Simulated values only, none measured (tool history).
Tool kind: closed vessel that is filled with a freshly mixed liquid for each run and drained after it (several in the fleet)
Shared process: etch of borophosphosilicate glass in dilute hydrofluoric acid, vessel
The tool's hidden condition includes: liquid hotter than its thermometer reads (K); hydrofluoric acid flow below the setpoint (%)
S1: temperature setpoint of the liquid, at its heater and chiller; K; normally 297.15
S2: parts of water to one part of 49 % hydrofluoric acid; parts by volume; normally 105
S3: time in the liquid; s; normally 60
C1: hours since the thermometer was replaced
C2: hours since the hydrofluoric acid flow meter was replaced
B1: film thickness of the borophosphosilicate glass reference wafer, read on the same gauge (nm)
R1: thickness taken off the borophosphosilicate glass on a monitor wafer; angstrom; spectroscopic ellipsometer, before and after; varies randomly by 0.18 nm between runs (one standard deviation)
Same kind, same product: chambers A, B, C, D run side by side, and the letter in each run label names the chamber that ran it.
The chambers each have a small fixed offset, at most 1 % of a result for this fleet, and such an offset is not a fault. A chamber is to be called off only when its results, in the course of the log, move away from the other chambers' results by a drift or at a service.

run	day	S1	S2	S3	C1	C2	B1	R1
1D	0.338	297.15	105	60	454.2	934.8	39.974	217.71
2B	0.958	297.15	105	60	877.1	1106.1	39.988	220.47
3A	1.567	297.15	105	60	1041.3	95	40.024	221.66
4C	2.025	297.15	105	60	298.1	512.3	39.992	217.12
5D	2.396	297.15	105	60	503.6	984.2	40.022	216.36
6B	2.967	297.15	105	60	925.3	1154.3	39.991	217.34
7C	3.367	297.15	105	60	330.3	544.5	39.99	216.66
8A	3.929	297.15	105	60	1098	151.7	39.994	214.3
9A	4.358	297.15	105	60	1108.3	162	40.016	220.05
10B	4.788	297.15	105	60	969	1198	39.961	220.83
11D	5.308	297.15	105	60	573.5	1054.1	39.98	219
12C	5.871	297.15	105	60	390.4	604.6	39.989	217.71
13A	6.221	297.15	105	60	1153	206.7	39.993	216.56
14D	6.492	297.15	105	60	601.9	1082.5	39.986	219.26
# day 6.688: chamber C: hydrofluoric acid flow meter replaced
15B	6.867	297.15	105	60	1018.9	1247.9	40.016	220.77
16C	7.246	297.15	105	60	423.4	13.4	39.969	212.17
17C	7.867	297.15	105	60	438.3	28.3	40.029	217.14
# day 7.95: chamber B: hydrofluoric acid flow meter replaced
18B	8.142	297.15	105	60	1049.5	4.6	40.013	225.51
19D	8.621	297.15	105	60	653	1133.6	40.057	215.8
20A	8.912	297.15	105	60	1217.6	271.3	39.93	218.77
21C	9.3	297.15	105	60	472.7	62.7	40.023	217.38
22B	9.833	297.15	105	60	1090.1	45.2	39.969	223.47
23D	10.375	297.15	105	60	695.1	1175.7	40.028	218.17
24A	10.858	297.15	105	60	1264.3	318	39.99	216.23
25B	11.304	297.15	105	60	1125.4	80.5	40.011	226.91
26D	11.717	297.15	125	60	727.3	1207.9	39.972	179.68
27C	12.083	297.15	125	60	539.5	129.5	39.999	175.21
28A	12.488	297.15	125	60	1303.4	357.1	39.992	177.09
29D	13.058	297.15	125	60	759.5	1240.1	39.987	179.44
30C	13.525	297.15	105	60	574.1	164.1	39.99	216.05
31B	13.912	297.15	105	60	1188	143.1	40.018	231.16

Next, all 4 chambers run the settings below, one line each with question marks for the results. What does each chamber give?
32A	14.362	297.15	85	60				?
32B	14.362	297.15	85	60				?
32C	14.362	297.15	85	60				?
32D	14.362	297.15	85	60				?

run	R1
32A	273.35
32B	293.32
32C	277.93
32D	276.08

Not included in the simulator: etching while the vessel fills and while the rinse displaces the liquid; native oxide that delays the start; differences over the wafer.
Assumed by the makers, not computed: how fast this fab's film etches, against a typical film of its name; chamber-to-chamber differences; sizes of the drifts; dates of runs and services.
